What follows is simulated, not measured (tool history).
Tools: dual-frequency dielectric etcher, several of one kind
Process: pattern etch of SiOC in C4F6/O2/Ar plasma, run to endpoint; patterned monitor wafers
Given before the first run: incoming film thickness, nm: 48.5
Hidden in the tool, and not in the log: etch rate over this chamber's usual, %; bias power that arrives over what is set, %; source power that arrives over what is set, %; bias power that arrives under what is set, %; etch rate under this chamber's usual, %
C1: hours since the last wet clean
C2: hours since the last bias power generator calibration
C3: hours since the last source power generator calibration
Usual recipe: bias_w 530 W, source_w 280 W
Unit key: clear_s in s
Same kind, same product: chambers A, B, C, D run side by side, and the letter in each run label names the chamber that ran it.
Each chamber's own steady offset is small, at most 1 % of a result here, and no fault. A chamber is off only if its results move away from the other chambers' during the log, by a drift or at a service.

At hour 1.9: chamber D: source power generator calibrated.
Run 1B, hour 7.2: usual settings; C1 143.4; C2 1304.6; C3 3777.1. Result: clear_s 18.006 s.
At hour 9.5: chamber D: wet clean of the chamber.
Run 2D, hour 15.2: usual settings; C1 5.7; C2 518.1; C3 13.4. Result: clear_s 18.605 s.
At hour 20.3: chamber A: wet clean of the chamber.
Run 3C, hour 25.6: usual settings; C1 378.3; C2 555.3; C3 2138.5. Result: clear_s 18.297 s.
Run 4A, hour 38.5: usual settings; C1 18.3; C2 2396.9; C3 3478.0. Result: clear_s 18.098 s.
Run 5D, hour 49.0: usual settings; C1 39.5; C2 551.9; C3 47.2. Result: clear_s 18.269 s.
Run 6C, hour 57.6: usual settings; C1 410.3; C2 587.3; C3 2170.5. Result: clear_s 18.433 s.
Run 7A, hour 72.5: usual settings; C1 52.3; C2 2430.9; C3 3512.0. Result: clear_s 18.011 s.
Run 8B, hour 81.5: usual settings but bias_w 589 W; C1 217.7; C2 1378.9; C3 3851.4. Result: clear_s 17.227 s.
Run 9D, hour 90.1: usual settings but bias_w 589 W; C1 80.6; C2 593.0; C3 88.3. Result: clear_s 17.618 s.
Run 10C, hour 105.7: usual settings but bias_w 589 W; C1 458.4; C2 635.4; C3 2218.6. Result: clear_s 17.897 s.
Run 11B, hour 118.6: usual settings but bias_w 589 W; C1 254.8; C2 1416.0; C3 3888.5. Result: clear_s 17.152 s.
Run 12A, hour 130.9: usual settings; C1 110.7; C2 2489.3; C3 3570.4. Result: clear_s 18.587 s.
Run 13B, hour 142.2: usual settings; C1 278.4; C2 1439.6; C3 3912.1. Result: clear_s 17.861 s.
Run 14C, hour 150.3: usual settings; C1 503.0; C2 680.0; C3 2263.2. Result: clear_s 18.230 s.
Run 15D, hour 164.7: usual settings but source_w 250 W; C1 155.2; C2 667.6; C3 162.9. Result: clear_s 19.100 s.
Run 16A, hour 180.0: usual settings but source_w 250 W; C1 159.8; C2 2538.4; C3 3619.5. Result: clear_s 18.996 s.
Run 17C, hour 188.7: usual settings but source_w 250 W; C1 541.4; C2 718.4; C3 2301.6. Result: clear_s 18.841 s.
Run 18B, hour 203.6: usual settings but source_w 250 W; C1 339.8; C2 1501.0; C3 3973.5. Result: clear_s 18.721 s.
Run 19A, hour 218.9: usual settings but bias_w 447 W, source_w 330 W; C1 198.7; C2 2577.3; C3 3658.4. Result: clear_s 18.352 s.
Run 20D, hour 225.7: usual settings but bias_w 447 W, source_w 330 W; C1 216.2; C2 728.6; C3 223.9. Result: clear_s 18.617 s.
Run 21A, hour 236.3: usual settings but bias_w 447 W, source_w 330 W; C1 216.1; C2 2594.7; C3 3675.8. Result: clear_s 18.179 s.
Run 22D, hour 248.1: usual settings but bias_w 447 W, source_w 330 W; C1 238.6; C2 751.0; C3 246.3. Result: clear_s 18.356 s.
Run 23C, hour 260.5: usual settings; C1 613.2; C2 790.2; C3 2373.4. Result: clear_s 18.084 s.
Run 24B, hour 269.4: usual settings but source_w 240 W; C1 405.6; C2 1566.8; C3 4039.3. Result: clear_s 18.994 s.
Run 25A, hour 282.4: usual settings but source_w 240 W; C1 262.2; C2 2640.8; C3 3721.9. Result: clear_s 19.235 s.
Run 26C, hour 291.5: usual settings but source_w 240 W; C1 644.2; C2 821.2; C3 2404.4. Result: clear_s 18.877 s.
Run 27D, hour 300.0: usual settings but source_w 240 W; C1 290.5; C2 802.9; C3 298.2. Result: clear_s 19.544 s.
Run 28B, hour 314.7: usual settings; C1 450.9; C2 1612.1; C3 4084.6. Result: clear_s 17.868 s.
Run 29A, hour 321.9: usual settings; C1 301.7; C2 2680.3; C3 3761.4. Result: clear_s 18.383 s.
Run 30B, hour 333.6: usual settings; C1 469.8; C2 1631.0; C3 4103.5. Result: clear_s 18.165 s.
Run 31D, hour 340.4: usual settings but bias_w 601 W, source_w 320 W; C1 330.9; C2 843.3; C3 338.6. Result: clear_s 16.702 s.
Run 32C, hour 355.3: usual settings but bias_w 601 W, source_w 320 W; C1 708.0; C2 885.0; C3 2468.2. Result: clear_s 16.214 s.
Run 33B, hour 366.9: usual settings but bias_w 601 W, source_w 320 W; C1 503.1; C2 1664.3; C3 4136.8. Result: clear_s 16.270 s.
Run 34A, hour 374.4: usual settings but bias_w 601 W, source_w 320 W; C1 354.2; C2 2732.8; C3 3813.9. Result: clear_s 16.303 s.
Run 35D, hour 382.1: usual settings but bias_w 637 W, source_w 230 W; C1 372.6; C2 885.0; C3 380.3. Result: clear_s 18.182 s.
At hour 386.7: chamber A: wet clean of the chamber.
Run 36C, hour 397.1: usual settings but bias_w 637 W, source_w 230 W; C1 749.8; C2 926.8; C3 2510.0. Result: clear_s 17.805 s.
Run 37A, hour 406.6: usual settings but bias_w 637 W, source_w 230 W; C1 19.9; C2 2765.0; C3 3846.1. Result: clear_s 18.366 s.
At hour 409.4: chamber A: bias power generator calibrated.
Run 38B, hour 417.6: usual settings but bias_w 637 W, source_w 230 W; C1 553.8; C2 1715.0; C3 4187.5. Result: clear_s 17.989 s.
Run 39D, hour 430.6: usual settings; C1 421.1; C2 933.5; C3 428.8. Result: clear_s 18.467 s.
Run 40C, hour 442.6: usual settings but source_w 320 W; C1 795.3; C2 972.3; C3 2555.5. Result: clear_s 16.735 s.
Run 41C, hour 457.9: usual settings but source_w 320 W; C1 810.6; C2 987.6; C3 2570.8. Result: clear_s 16.721 s.
Run 42A, hour 467.2: usual settings but source_w 320 W; C1 80.5; C2 57.9; C3 3906.7. Result: clear_s 17.295 s.
Run 43D, hour 482.8: usual settings but source_w 320 W; C1 473.3; C2 985.7; C3 481.0. Result: clear_s 17.502 s.

What goes on in this fleet: one chamber off, a drifting gauge, or nothing beyond the chambers' own small offsets? Name the chamber and the cause, if any.

It is chamber C that slowly wanders off from its peers.
What lies behind it: etch rate over this chamber's usual, % = 4.89.

Chamber C could run next with any of the 4 candidate recipes listed below; each alters the usual settings, and their results appear as question marks. Which one brings its results back in line with what the other chambers deliver on the usual settings?
To be in line, a result may differ from the other chambers' mean on the usual settings by at most: clear_s 0.490 s
Run 44C-1, hour 494.0: usual settings but bias_w 502 W, source_w 270 W. Result: clear_s ?.
Run 44C-2, hour 494.0: usual settings but bias_w 593 W, source_w 310 W. Result: clear_s ?.
Run 44C-3, hour 494.0: usual settings but bias_w 467 W, source_w 250 W. Result: clear_s ?.
Run 44C-4, hour 494.0: usual settings but source_w 310 W. Result: clear_s ?.

The mean the other chambers reach with the usual settings: clear_s 18.210 s
  run  clear_s
44C-1   18.097
44C-2   16.164
44C-3   19.118
44C-4   16.865
44C-1 is the one that brings the chamber's results back in line with the other chambers.

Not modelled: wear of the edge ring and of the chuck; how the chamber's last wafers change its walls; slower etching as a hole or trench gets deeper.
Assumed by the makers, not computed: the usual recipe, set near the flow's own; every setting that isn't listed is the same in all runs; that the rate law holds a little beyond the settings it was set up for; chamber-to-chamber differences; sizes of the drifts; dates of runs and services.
